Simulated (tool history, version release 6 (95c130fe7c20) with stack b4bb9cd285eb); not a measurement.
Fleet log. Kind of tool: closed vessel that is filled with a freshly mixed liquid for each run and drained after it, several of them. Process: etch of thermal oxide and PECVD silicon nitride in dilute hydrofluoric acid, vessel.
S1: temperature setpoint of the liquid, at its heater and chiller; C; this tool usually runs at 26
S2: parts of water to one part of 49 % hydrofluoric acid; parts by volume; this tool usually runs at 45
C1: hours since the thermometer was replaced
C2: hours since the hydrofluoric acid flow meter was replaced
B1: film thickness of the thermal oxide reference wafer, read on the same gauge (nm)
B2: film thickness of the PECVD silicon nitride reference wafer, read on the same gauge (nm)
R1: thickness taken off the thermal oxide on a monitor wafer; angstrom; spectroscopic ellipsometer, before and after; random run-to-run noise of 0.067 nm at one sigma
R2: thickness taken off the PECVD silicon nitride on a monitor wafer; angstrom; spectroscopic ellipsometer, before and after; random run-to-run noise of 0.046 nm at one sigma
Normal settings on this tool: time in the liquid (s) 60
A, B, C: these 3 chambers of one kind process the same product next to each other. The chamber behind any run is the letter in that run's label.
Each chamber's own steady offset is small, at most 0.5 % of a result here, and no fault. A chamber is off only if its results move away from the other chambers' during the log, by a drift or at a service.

{"run": "1B", "day": 0.258, "S1": 26, "S2": 45, "time in the liquid (s)": 60, "C1": 242.9, "C2": 450.6, "B1": 149.99, "B2": 90.052, "R1": 76.791, "R2": 54.496}
{"run": "2C", "day": 0.621, "S1": 26, "S2": 45, "time in the liquid (s)": 60, "C1": 922.2, "C2": 601.1, "B1": 150, "B2": 90.021, "R1": 75.094, "R2": 54.064}
{"run": "3A", "day": 0.854, "S1": 26, "S2": 45, "time in the liquid (s)": 60, "C1": 165.9, "C2": 467.3, "B1": 150.02, "B2": 90.037, "R1": 75.483, "R2": 53.67}
{"run": "4B", "day": 1.129, "S1": 26, "S2": 45, "time in the liquid (s)": 60, "C1": 263.8, "C2": 471.5, "B1": 150.01, "B2": 89.935, "R1": 74.778, "R2": 53.78}
{"run": "5A", "day": 1.404, "S1": 26, "S2": 45, "time in the liquid (s)": 60, "C1": 179.1, "C2": 480.5, "B1": 150.01, "B2": 90.002, "R1": 75.08, "R2": 54.415}
{"run": "6C", "day": 1.646, "S1": 26, "S2": 45, "time in the liquid (s)": 60, "C1": 946.8, "C2": 625.7, "B1": 150.01, "B2": 89.996, "R1": 74.786, "R2": 54.622}
{"run": "7C", "day": 1.825, "S1": 26, "S2": 45, "time in the liquid (s)": 60, "C1": 951.1, "C2": 630, "B1": 150, "B2": 89.981, "R1": 75.139, "R2": 54.604}
{"run": "8A", "day": 2.092, "S1": 26, "S2": 45, "time in the liquid (s)": 60, "C1": 195.6, "C2": 497, "B1": 150.01, "B2": 89.992, "R1": 74.852, "R2": 53.907}
{"run": "9B", "day": 2.446, "S1": 26, "S2": 45, "time in the liquid (s)": 60, "C1": 295.4, "C2": 503.1, "B1": 149.98, "B2": 90.017, "R1": 76.522, "R2": 54.628}
{"run": "10A", "day": 2.625, "S1": 26, "S2": 45, "time in the liquid (s)": 60, "C1": 208.4, "C2": 509.8, "B1": 149.99, "B2": 90.004, "R1": 75.262, "R2": 54.058}
{"run": "11C", "day": 2.846, "S1": 26, "S2": 45, "time in the liquid (s)": 60, "C1": 975.6, "C2": 654.5, "B1": 150.02, "B2": 89.961, "R1": 76.004, "R2": 54.409}
{"run": "12B", "day": 3.083, "S1": 26, "S2": 45, "time in the liquid (s)": 60, "C1": 310.7, "C2": 518.4, "B1": 149.98, "B2": 89.978, "R1": 74.997, "R2": 54.539}
{"run": "13B", "day": 3.304, "S1": 29.5, "S2": 55, "time in the liquid (s)": 60, "C1": 316, "C2": 523.7, "B1": 150, "B2": 89.956, "R1": 69.305, "R2": 55.754}
{"run": "14C", "day": 3.629, "S1": 29.5, "S2": 55, "time in the liquid (s)": 60, "C1": 994.4, "C2": 673.3, "B1": 150.01, "B2": 90.016, "R1": 69.376, "R2": 55.464}
{"run": "15A", "day": 3.821, "S1": 29.5, "S2": 55, "time in the liquid (s)": 60, "C1": 237.1, "C2": 538.5, "B1": 149.98, "B2": 89.971, "R1": 69.661, "R2": 55.354}
{"run": "16A", "day": 4.017, "S1": 26, "S2": 45, "time in the liquid (s)": 60, "C1": 241.8, "C2": 543.2, "B1": 150.01, "B2": 90.025, "R1": 75.957, "R2": 53.661}
{"run": "17B", "day": 4.238, "S1": 26, "S2": 45, "time in the liquid (s)": 60, "C1": 338.4, "C2": 546.1, "B1": 150.01, "B2": 89.984, "R1": 75.003, "R2": 54.204}
{"run": "18C", "day": 4.612, "S1": 26, "S2": 45, "time in the liquid (s)": 60, "C1": 1018, "C2": 696.9, "B1": 150, "B2": 90, "R1": 74.236, "R2": 54.172}
{"run": "19A", "day": 4.829, "S1": 26, "S2": 45, "time in the liquid (s)": 60, "C1": 261.3, "C2": 562.7, "B1": 150.01, "B2": 89.972, "R1": 74.261, "R2": 53.995}
{"run": "20C", "day": 5.1, "S1": 26, "S2": 45, "time in the liquid (s)": 60, "C1": 1029.7, "C2": 708.6, "B1": 150, "B2": 89.965, "R1": 74.578, "R2": 54.002}
{"run": "21B", "day": 5.458, "S1": 29, "S2": 45, "time in the liquid (s)": 60, "C1": 367.7, "C2": 575.4, "B1": 150, "B2": 89.976, "R1": 84.597, "R2": 66.029}
{"run": "22C", "day": 5.783, "S1": 29, "S2": 45, "time in the liquid (s)": 60, "C1": 1046.1, "C2": 725, "B1": 150.01, "B2": 90.031, "R1": 83.425, "R2": 65.706}
{"run": "23A", "day": 6.138, "S1": 29, "S2": 45, "time in the liquid (s)": 60, "C1": 292.7, "C2": 594.1, "B1": 150, "B2": 90.006, "R1": 84.979, "R2": 64.874}
{"run": "24B", "day": 6.308, "S1": 26, "S2": 45, "time in the liquid (s)": 60, "C1": 388.1, "C2": 595.8, "B1": 149.99, "B2": 89.953, "R1": 75.185, "R2": 54.02}
{"run": "25C", "day": 6.658, "S1": 26, "S2": 45, "time in the liquid (s)": 60, "C1": 1067.1, "C2": 746, "B1": 150.01, "B2": 89.999, "R1": 75.46, "R2": 54.294}
{"run": "26B", "day": 6.846, "S1": 26, "S2": 45, "time in the liquid (s)": 60, "C1": 401, "C2": 608.7, "B1": 149.99, "B2": 90.048, "R1": 75.329, "R2": 55.383}
{"run": "27A", "day": 7.029, "S1": 26, "S2": 45, "time in the liquid (s)": 60, "C1": 314.1, "C2": 615.5, "B1": 150, "B2": 90.042, "R1": 74.766, "R2": 54.118}
{"run": "28C", "day": 7.283, "S1": 26, "S2": 45, "time in the liquid (s)": 60, "C1": 1082.1, "C2": 761, "B1": 150.01, "B2": 89.982, "R1": 74.763, "R2": 54.39}
{"run": "29A", "day": 7.65, "S1": 26, "S2": 45, "time in the liquid (s)": 60, "C1": 329, "C2": 630.4, "B1": 150, "B2": 90.001, "R1": 74.76, "R2": 54.176}
{"run": "30B", "day": 7.829, "S1": 26, "S2": 45, "time in the liquid (s)": 60, "C1": 424.6, "C2": 632.3, "B1": 149.99, "B2": 90, "R1": 74.672, "R2": 54.167}
{"run": "31A", "day": 8.0, "S1": 28.5, "S2": 45, "time in the liquid (s)": 60, "C1": 337.4, "C2": 638.8, "B1": 150, "B2": 90.058, "R1": 82.962, "R2": 63.191}
{"run": "32C", "day": 8.271, "S1": 28.5, "S2": 45, "time in the liquid (s)": 60, "C1": 1105.8, "C2": 784.7, "B1": 150, "B2": 90.014, "R1": 83.004, "R2": 63.952}
{"run": "33B", "day": 8.446, "S1": 28.5, "S2": 45, "time in the liquid (s)": 60, "C1": 439.4, "C2": 647.1, "B1": 150.04, "B2": 90.022, "R1": 83.998, "R2": 63.028}
{"run": "34B", "day": 8.65, "S1": 26, "S2": 45, "time in the liquid (s)": 60, "C1": 444.3, "C2": 652, "B1": 150, "B2": 90.047, "R1": 74.889, "R2": 53.627}
{"run": "35C", "day": 8.958, "S1": 26, "S2": 45, "time in the liquid (s)": 60, "C1": 1122.3, "C2": 801.2, "B1": 150.02, "B2": 89.971, "R1": 73.397, "R2": 54.087}
{"run": "36A", "day": 9.296, "S1": 26, "S2": 45, "time in the liquid (s)": 60, "C1": 368.5, "C2": 669.9, "B1": 150.03, "B2": 89.969, "R1": 73.648, "R2": 54.454}
{"run": "37A", "day": 9.596, "S1": 26, "S2": 45, "time in the liquid (s)": 60, "C1": 375.7, "C2": 677.1, "B1": 150.01, "B2": 90.015, "R1": 74.864, "R2": 54.078}
{"run": "38B", "day": 9.967, "S1": 26, "S2": 45, "time in the liquid (s)": 60, "C1": 475.9, "C2": 683.6, "B1": 150, "B2": 90.047, "R1": 74.193, "R2": 53.975}
{"run": "39C", "day": 10.362, "S1": 26, "S2": 45, "time in the liquid (s)": 60, "C1": 1156, "C2": 834.9, "B1": 149.99, "B2": 89.988, "R1": 74.603, "R2": 53.898}
{"run": "40C", "day": 10.592, "S1": 26, "S2": 45, "time in the liquid (s)": 60, "C1": 1161.5, "C2": 840.4, "B1": 150.01, "B2": 90.021, "R1": 74.862, "R2": 54.067}
{"run": "41B", "day": 10.904, "S1": 26, "S2": 45, "time in the liquid (s)": 60, "C1": 498.4, "C2": 706.1, "B1": 150.01, "B2": 89.979, "R1": 75.524, "R2": 53.992}

Is one chamber off against the others, does the gauge drift, or is nothing wrong? If a chamber is off, say which, and what the likeliest cause is.

All chambers stay in line apart from their small fixed offsets, and the gauge does not drift.

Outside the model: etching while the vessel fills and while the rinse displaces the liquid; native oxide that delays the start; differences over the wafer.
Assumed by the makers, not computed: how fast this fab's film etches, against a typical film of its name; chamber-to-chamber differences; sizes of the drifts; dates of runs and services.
